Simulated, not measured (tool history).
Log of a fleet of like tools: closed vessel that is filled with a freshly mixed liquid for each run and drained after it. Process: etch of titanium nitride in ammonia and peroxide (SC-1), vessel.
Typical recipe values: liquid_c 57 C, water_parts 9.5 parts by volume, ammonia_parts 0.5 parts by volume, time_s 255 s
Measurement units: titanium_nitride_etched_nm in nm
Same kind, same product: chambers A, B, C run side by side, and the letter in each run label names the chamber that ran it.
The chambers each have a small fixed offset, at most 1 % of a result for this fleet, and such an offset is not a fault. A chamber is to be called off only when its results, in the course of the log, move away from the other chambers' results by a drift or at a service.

run,hour,liquid_c,water_parts,ammonia_parts,time_s,hours since the thermometer was replaced,hours since the ammonia flow meter was replaced,hours since the drum of ammonia solution was connected,"read-back film thickness of the titanium nitride reference wafer, read on the same gauge (nm)",titanium_nitride_etched_nm
# hour 4.2: chamber A: ammonia flow meter replaced
1A,6.2,57,9.5,0.5,255,143,2,726.1,39.985,24.915
2C,16.5,57,9.5,0.5,255,178.7,832.7,182.9,39.985,24.659
3B,25.2,57,9.5,0.5,255,2274,26.6,260.6,40.003,24.502
4A,33.2,57,9.5,0.5,255,170,29,753.1,39.971,24.802
5C,38.8,57,9.5,0.5,255,201,855,205.2,39.999,24.761
# hour 46.2: chamber A: new drum of ammonia solution connected
6B,48.2,57,9.5,0.5,255,2297,49.6,283.6,40.008,24.387
7C,53,57,9.5,0.5,255,215.2,869.2,219.4,39.992,24.808
8A,60,57,9.5,0.5,255,196.8,55.8,13.9,39.993,24.823
9B,69.2,57,9.5,0.5,255,2318,70.6,304.6,39.984,24.674
10A,79.3,57,9.5,0.5,255,216.1,75.1,33.2,39.986,24.781
11B,86.6,57,9.5,0.5,255,2335.4,88,322,39.994,24.377
12C,94.2,57,9.5,0.5,255,256.4,910.4,260.6,40.008,25.423
13A,102.9,57,9.5,0.5,360,239.7,98.7,56.8,40.007,35.15
14C,109.5,57,9.5,0.5,360,271.7,925.7,275.9,40.023,35.614
15B,119.9,57,9.5,0.5,360,2368.7,121.3,355.3,39.989,34.649
16C,126.4,57,9.5,0.5,255,288.6,942.6,292.8,39.97,25.34
17B,132.2,57,13,0.5,255,2381,133.6,367.6,39.985,20.8
18A,138.4,57,13,0.5,255,275.2,134.2,92.3,39.999,20.962
19A,144.8,57,13,0.5,255,281.6,140.6,98.7,39.958,20.99
20B,149.6,57,9.5,0.5,255,2398.4,151,385,40.004,24.643
21C,154.5,57,9.5,0.5,255,316.7,970.7,320.9,39.953,25.62
22A,162.9,57,9.5,0.5,255,299.7,158.7,116.8,40.036,24.711
23B,171.3,57,9.5,0.5,255,2420.1,172.7,406.7,40.001,24.774
24C,176.9,57,9.5,0.5,255,339.1,993.1,343.3,40,25.701
25B,183.5,57,9.5,0.5,255,2432.3,184.9,418.9,39.968,24.59
26A,189.4,57,9.5,0.5,255,326.2,185.2,143.3,40.013,24.744
27C,198.3,57,9.5,0.5,255,360.5,1014.5,364.7,39.955,25.721
# hour 200.7: chamber B: thermometer replaced
28B,206.3,57,9.5,0.5,255,5.7,207.7,441.7,40.047,24.527
29A,217.1,57,9.5,0.5,255,353.9,212.9,171,40.023,24.81
30C,224.6,57,9.5,0.5,255,386.8,1040.8,391,39.995,26

One chamber off, gauge drift, or nothing amiss beyond the chambers' own small offsets? If it is a chamber, which one, and what is the likeliest cause?

Little by little, chamber C moves away from the other chambers.
Cause: liquid hotter than its thermometer reads (K) = 0.832.

Below are 4 candidate recipes for chamber C's next run, each the usual settings with a change, their results shown as question marks. Which of them brings C's results back in line with what the other chambers give on the usual settings?
Counts as in line when no further than this from what the other chambers average on the usual settings: titanium_nitride_etched_nm 0.44 nm
31C-1,232.3,56.5,9.5,0.5,250,,,,,?
31C-2,232.3,57,9.5,0.5,260,,,,,?
31C-3,232.3,57.5,9.5,0.5,260,,,,,?
31C-4,232.3,57,9.5,0.5,250,,,,,?

Average result of the remaining chambers running the usual settings: titanium_nitride_etched_nm 24.667 nm
run,titanium_nitride_etched_nm
31C-1,24.896
31C-2,26.767
31C-3,27.688
31C-4,25.738
31C-1 brings the chamber back in line.
